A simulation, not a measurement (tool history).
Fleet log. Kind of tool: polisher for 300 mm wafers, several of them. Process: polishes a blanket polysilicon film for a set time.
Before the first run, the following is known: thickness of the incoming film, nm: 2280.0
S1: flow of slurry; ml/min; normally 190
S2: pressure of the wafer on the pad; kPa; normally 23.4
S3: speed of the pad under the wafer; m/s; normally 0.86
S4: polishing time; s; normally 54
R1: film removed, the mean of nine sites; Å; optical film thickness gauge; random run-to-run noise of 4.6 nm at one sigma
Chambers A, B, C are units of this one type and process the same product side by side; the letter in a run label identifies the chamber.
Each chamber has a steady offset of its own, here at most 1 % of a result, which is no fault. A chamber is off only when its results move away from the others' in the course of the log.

run,hour,S1,S2,S3,S4,R1
1A,6.4,190,23.4,0.86,54,4189.6
2B,11.4,190,23.4,0.86,54,4115.7
# hour 11.6: chamber B: worn pad replaced by a new one
# hour 12.5: chamber A: worn pad replaced by a new one
3C,17.9,190,23.4,0.86,54,4128.4
# hour 19.4: chamber A: head pressure recalibrated
4A,26.1,190,23.4,0.86,54,4172.5
5B,33.1,190,23.4,0.86,54,4136.1
6C,38.1,190,23.4,0.86,54,4150.1
# hour 42.6: chamber C: worn pad replaced by a new one
7C,43.1,190,20.7,0.86,54,3635.8
8B,50.2,190,20.7,0.86,54,3640.9
9A,58.1,190,20.7,0.86,54,3729.8
10A,62.9,190,23.4,0.86,54,4098.6
# hour 66: chamber B: worn pad replaced by a new one
11C,68.6,190,17.2,0.86,54,3063.7
# hour 69.2: chamber B: slurry nozzle cleaned
12B,72.6,190,17.2,0.86,54,3115.4
13C,76.8,190,17.2,0.86,54,3093.1
# hour 80.2: chamber C: worn pad replaced by a new one
14B,81.5,190,23.4,0.86,54,4134.4
15A,89.7,190,23.4,0.86,54,4131.4
16C,97.8,190,23.4,0.86,54,4145.6
17A,103.5,125,23.4,0.86,71,5135.1
# hour 107.6: chamber B: head pressure recalibrated
18B,108,125,23.4,0.86,71,5696.2
# hour 111.6: chamber A: worn pad replaced by a new one
19B,116.2,125,23.4,0.86,71,5610.2
# hour 119.6: chamber C: worn pad replaced by a new one
# hour 120.1: chamber B: worn pad replaced by a new one
20A,120.7,190,23.4,0.86,54,4123.4
# hour 123.2: chamber C: head pressure recalibrated
21C,126.2,190,23.4,0.86,54,4119.8
22B,132,215,20.7,0.86,54,4127.8
23A,139,215,20.7,0.86,54,3705.8
24C,145.8,215,20.7,0.86,54,3626.7
25C,150.6,190,23.4,0.86,54,4142.7
26B,154.7,190,23.4,0.86,54,4561.6
# hour 157.7: chamber C: worn pad replaced by a new one
27A,160,190,23.4,0.86,54,4190.7
28C,166.5,190,23.4,0.86,54,4153.2
29A,172.4,190,23.4,0.86,54,4153.1
30B,176.7,190,23.4,0.86,71,6066.9
# hour 178.6: chamber B: worn pad replaced by a new one
31B,184.8,190,23.4,0.86,71,6112.7
32A,193.1,190,23.4,0.86,71,5628.9

For the next run the whole fleet of 3 chambers uses the same settings. Give each chamber's results:
33A,199,190,23.4,1.06,54,?
33B,199,190,23.4,1.06,54,?
33C,199,190,23.4,1.06,54,?

run,R1
33A,5178.3
33B,5637.9
33C,5055.9
